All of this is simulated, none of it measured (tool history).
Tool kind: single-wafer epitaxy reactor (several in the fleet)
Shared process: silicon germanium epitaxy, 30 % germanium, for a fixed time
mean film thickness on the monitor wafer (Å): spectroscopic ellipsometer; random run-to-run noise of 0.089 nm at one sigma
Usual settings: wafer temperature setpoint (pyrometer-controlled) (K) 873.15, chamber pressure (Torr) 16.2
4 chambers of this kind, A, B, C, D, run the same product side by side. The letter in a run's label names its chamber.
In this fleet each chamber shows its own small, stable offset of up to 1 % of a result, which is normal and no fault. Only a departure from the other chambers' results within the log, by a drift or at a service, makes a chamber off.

run	hour	wafer temperature setpoint (pyrometer-controlled) (K)	chamber pressure (Torr)	read-back reference wafer on the same gauge, thickness_nm	mean film thickness on the monitor wafer (Å)
1A	7.5	873.15	16.2	53.708	541.23
2B	15.3	873.15	16.2	53.708	544.07
3D	22.7	873.15	16.2	53.717	539.17
4C	33.6	873.15	16.2	53.742	540.65
5A	43.8	873.15	16.2	53.742	541.32
6D	53	873.15	16.2	53.769	538.87
7C	65.3	873.15	16.2	53.761	540.32
8B	78.1	873.15	16.2	53.793	545.72
9D	91.2	873.15	16.2	53.816	538.2
10A	98.1	873.15	16.2	53.831	542.24
11B	104.7	873.15	19.7	53.852	589.49
12C	113.8	873.15	19.7	53.83	584.84
13D	123.8	873.15	19.7	53.88	582.73
14C	136.4	873.15	19.7	53.888	585.88
15A	145.9	873.15	16.2	53.873	543.01
16B	158.5	873.15	16.2	53.883	545.94
17C	170.7	873.15	16.2	53.912	541.84
18B	183.4	873.15	16.2	53.923	546.83
19D	195.8	873.15	16.2	53.957	540.94
# hour 198.9: chamber A: capacitance manometer re-zeroed and calibrated
20A	208.7	873.15	16.2	53.951	545.6
21C	216.3	873.15	16.2	53.966	542.44
22B	223.3	873.15	16.2	53.948	547.99
23D	232.1	873.15	16.2	53.994	540.63
24A	242.2	865.15	19.4	54.009	505.51
25C	255.1	865.15	19.4	54.016	504.93
26B	261.8	865.15	19.4	54.019	507.03
27A	267.9	865.15	19.4	54.017	506.32
28D	274	873.15	16.2	54.012	543.09
29C	282	873.15	16.2	54.077	544.82

Does one chamber stand apart from the rest, does the shared gauge drift, or is all well apart from small per-chamber offsets? Give the chamber and the most likely cause, where there is one.

The shared gauge is drifting. All chambers look as if they move in step, but none is off.
Likeliest cause: gauge reads high (%) = 0.68.

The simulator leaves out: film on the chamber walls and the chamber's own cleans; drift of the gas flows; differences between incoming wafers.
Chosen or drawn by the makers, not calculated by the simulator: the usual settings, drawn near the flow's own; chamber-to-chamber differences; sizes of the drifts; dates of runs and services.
